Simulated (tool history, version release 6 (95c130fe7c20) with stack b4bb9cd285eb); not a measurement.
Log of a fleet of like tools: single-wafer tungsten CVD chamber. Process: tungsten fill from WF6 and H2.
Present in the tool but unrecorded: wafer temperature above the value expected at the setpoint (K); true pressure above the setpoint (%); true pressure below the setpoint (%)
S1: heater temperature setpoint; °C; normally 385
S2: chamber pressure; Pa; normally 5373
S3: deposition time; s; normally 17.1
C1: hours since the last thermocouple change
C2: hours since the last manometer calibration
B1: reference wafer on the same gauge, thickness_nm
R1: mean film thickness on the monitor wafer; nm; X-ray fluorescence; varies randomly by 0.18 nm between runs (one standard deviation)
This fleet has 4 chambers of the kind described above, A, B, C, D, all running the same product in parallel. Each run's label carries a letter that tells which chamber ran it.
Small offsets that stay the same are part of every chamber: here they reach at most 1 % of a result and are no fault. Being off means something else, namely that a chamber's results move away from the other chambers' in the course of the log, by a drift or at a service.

run 1C hour=7.9 | S1=385 S2=5373 S3=17.1 | C1=385.3 C2=2100.3 | B1=37.763 | R1=43.144
run 2B hour=18.9 | S1=385 S2=5373 S3=17.1 | C1=1340.2 C2=380.7 | B1=37.800 | R1=43.179
run 3D hour=27.4 | S1=385 S2=5373 S3=17.1 | C1=267.4 C2=1332.7 | B1=37.812 | R1=42.853
run 4A hour=36.8 | S1=385 S2=5373 S3=17.1 | C1=1617.7 C2=1395.7 | B1=37.806 | R1=43.037
run 5B hour=42.3 | S1=385 S2=5373 S3=17.1 | C1=1363.6 C2=404.1 | B1=37.760 | R1=43.474
run 6C hour=53.8 | S1=385 S2=5373 S3=17.1 | C1=431.2 C2=2146.2 | B1=37.816 | R1=43.021
run 7D hour=61.5 | S1=385 S2=5373 S3=17.1 | C1=301.5 C2=1366.8 | B1=37.823 | R1=43.139
run 8A hour=69.3 | S1=385 S2=4426 S3=15.8 | C1=1650.2 C2=1428.2 | B1=37.796 | R1=35.987
run 9D hour=76.8 | S1=385 S2=4426 S3=15.8 | C1=316.8 C2=1382.1 | B1=37.818 | R1=36.220
run 10B hour=86.0 | S1=385 S2=4426 S3=15.8 | C1=1407.3 C2=447.8 | B1=37.811 | R1=36.366
run 11C hour=97.0 | S1=385 S2=4426 S3=15.8 | C1=474.4 C2=2189.4 | B1=37.819 | R1=36.337
run 12A hour=103.4 | S1=385 S2=5373 S3=17.1 | C1=1684.3 C2=1462.3 | B1=37.830 | R1=42.966
run 13A hour=114.3 | S1=385 S2=5373 S3=17.1 | C1=1695.2 C2=1473.2 | B1=37.814 | R1=42.811
run 14C hour=125.3 | S1=385 S2=4333 S3=17.1 | C1=502.7 C2=2217.7 | B1=37.783 | R1=39.014
run 15D hour=136.7 | S1=385 S2=4333 S3=17.1 | C1=376.7 C2=1442.0 | B1=37.750 | R1=39.080
run 16B hour=142.6 | S1=385 S2=4333 S3=17.1 | C1=1463.9 C2=504.4 | B1=37.773 | R1=38.927
run 17C hour=148.1 | S1=385 S2=4333 S3=17.1 | C1=525.5 C2=2240.5 | B1=37.808 | R1=38.877
run 18A hour=156.1 | S1=385 S2=5373 S3=17.1 | C1=1737.0 C2=1515.0 | B1=37.823 | R1=42.874
run 19D hour=161.6 | S1=385 S2=5373 S3=17.1 | C1=401.6 C2=1466.9 | B1=37.804 | R1=43.324
run 20B hour=172.5 | S1=385 S2=5373 S3=17.1 | C1=1493.8 C2=534.3 | B1=37.793 | R1=43.185
run 21A hour=180.5 | S1=385 S2=5373 S3=17.1 | C1=1761.4 C2=1539.4 | B1=37.797 | R1=43.141
run 22C hour=186.7 | S1=385 S2=6199 S3=17.1 | C1=564.1 C2=2279.1 | B1=37.768 | R1=45.779
run 23D hour=194.8 | S1=385 S2=6199 S3=17.1 | C1=434.8 C2=1500.1 | B1=37.814 | R1=46.564
run 24B hour=202.6 | S1=385 S2=6199 S3=17.1 | C1=1523.9 C2=564.4 | B1=37.791 | R1=46.350
-- hour=210.3 chamber C: capacitance manometer re-zeroed and calibrated
run 25B hour=212.1 | S1=385 S2=6199 S3=17.1 | C1=1533.4 C2=573.9 | B1=37.800 | R1=46.291
run 26D hour=220.9 | S1=385 S2=5373 S3=17.1 | C1=460.9 C2=1526.2 | B1=37.837 | R1=44.014
run 27A hour=230.7 | S1=385 S2=5373 S3=17.1 | C1=1811.6 C2=1589.6 | B1=37.856 | R1=42.939
run 28C hour=242.2 | S1=385 S2=5373 S3=17.1 | C1=619.6 C2=31.9 | B1=37.824 | R1=43.361
run 29D hour=252.2 | S1=385 S2=5373 S3=17.1 | C1=492.2 C2=1557.5 | B1=37.792 | R1=44.050

For the next run the whole fleet of 4 chambers uses the same settings. Give each chamber's results:
run 30A hour=261.0 | S1=385 S2=5373 S3=17.1 | R1=?
run 30B hour=261.0 | S1=385 S2=5373 S3=17.1 | R1=?
run 30C hour=261.0 | S1=385 S2=5373 S3=17.1 | R1=?
run 30D hour=261.0 | S1=385 S2=5373 S3=17.1 | R1=?

run=30A R1=42.670
run=30B R1=43.094
run=30C R1=43.314
run=30D R1=43.638
